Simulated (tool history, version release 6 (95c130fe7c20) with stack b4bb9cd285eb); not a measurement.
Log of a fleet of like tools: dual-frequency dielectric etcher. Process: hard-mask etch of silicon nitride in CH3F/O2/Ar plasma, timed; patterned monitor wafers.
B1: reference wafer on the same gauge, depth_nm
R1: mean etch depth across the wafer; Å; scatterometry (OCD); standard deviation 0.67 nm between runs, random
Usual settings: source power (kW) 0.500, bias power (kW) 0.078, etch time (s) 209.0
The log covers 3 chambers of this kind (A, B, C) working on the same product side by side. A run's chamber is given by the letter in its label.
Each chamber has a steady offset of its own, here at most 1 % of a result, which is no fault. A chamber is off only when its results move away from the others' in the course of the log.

Run 1A, hour 4.4: usual settings; B1 171.06. Result: R1 1626.4 Å.
Run 2C, hour 11.6: usual settings; B1 170.96. Result: R1 1659.2 Å.
Run 3B, hour 17.4: usual settings; B1 170.92. Result: R1 1639.6 Å.
Run 4C, hour 22.2: usual settings; B1 171.01. Result: R1 1652.5 Å.
Run 5A, hour 32.2: usual settings; B1 171.00. Result: R1 1640.7 Å.
Run 6B, hour 39.3: usual settings; B1 171.08. Result: R1 1643.4 Å.
Run 7B, hour 45.1: usual settings; B1 171.11. Result: R1 1651.8 Å.
Run 8A, hour 53.9: usual settings; B1 170.94. Result: R1 1635.1 Å.
Run 9C, hour 62.8: usual settings; B1 170.90. Result: R1 1667.0 Å.
Run 10A, hour 67.6: usual settings; B1 171.05. Result: R1 1628.6 Å.
Run 11C, hour 73.2: usual settings but bias power (kW) 0.096; B1 171.01. Result: R1 1815.8 Å.
Run 12B, hour 77.6: usual settings but bias power (kW) 0.096; B1 171.01. Result: R1 1766.8 Å.
Run 13C, hour 85.6: usual settings but bias power (kW) 0.096; B1 171.05. Result: R1 1811.0 Å.
Run 14B, hour 92.5: usual settings; B1 171.25. Result: R1 1643.3 Å.
Run 15A, hour 99.5: usual settings; B1 170.83. Result: R1 1631.4 Å.
Run 16B, hour 107.5: usual settings; B1 171.07. Result: R1 1641.3 Å.
Run 17A, hour 114.1: usual settings; B1 170.84. Result: R1 1632.4 Å.
Run 18C, hour 123.8: usual settings; B1 170.99. Result: R1 1704.0 Å.
Run 19C, hour 131.3: usual settings; B1 171.02. Result: R1 1708.8 Å.
Run 20A, hour 138.1: usual settings but bias power (kW) 0.096, etch time (s) 234.5; B1 171.00. Result: R1 1965.5 Å.
Run 21B, hour 146.2: usual settings but bias power (kW) 0.096, etch time (s) 234.5; B1 171.00. Result: R1 1983.6 Å.

Next, all 3 chambers run the settings below, one line each with question marks for the results. What does each chamber give?
Run 22A, hour 153.5: usual settings. Result: R1 ?.
Run 22B, hour 153.5: usual settings. Result: R1 ?.
Run 22C, hour 153.5: usual settings. Result: R1 ?.

run      R1
22A  1620.4
22B  1640.0
22C  1708.0

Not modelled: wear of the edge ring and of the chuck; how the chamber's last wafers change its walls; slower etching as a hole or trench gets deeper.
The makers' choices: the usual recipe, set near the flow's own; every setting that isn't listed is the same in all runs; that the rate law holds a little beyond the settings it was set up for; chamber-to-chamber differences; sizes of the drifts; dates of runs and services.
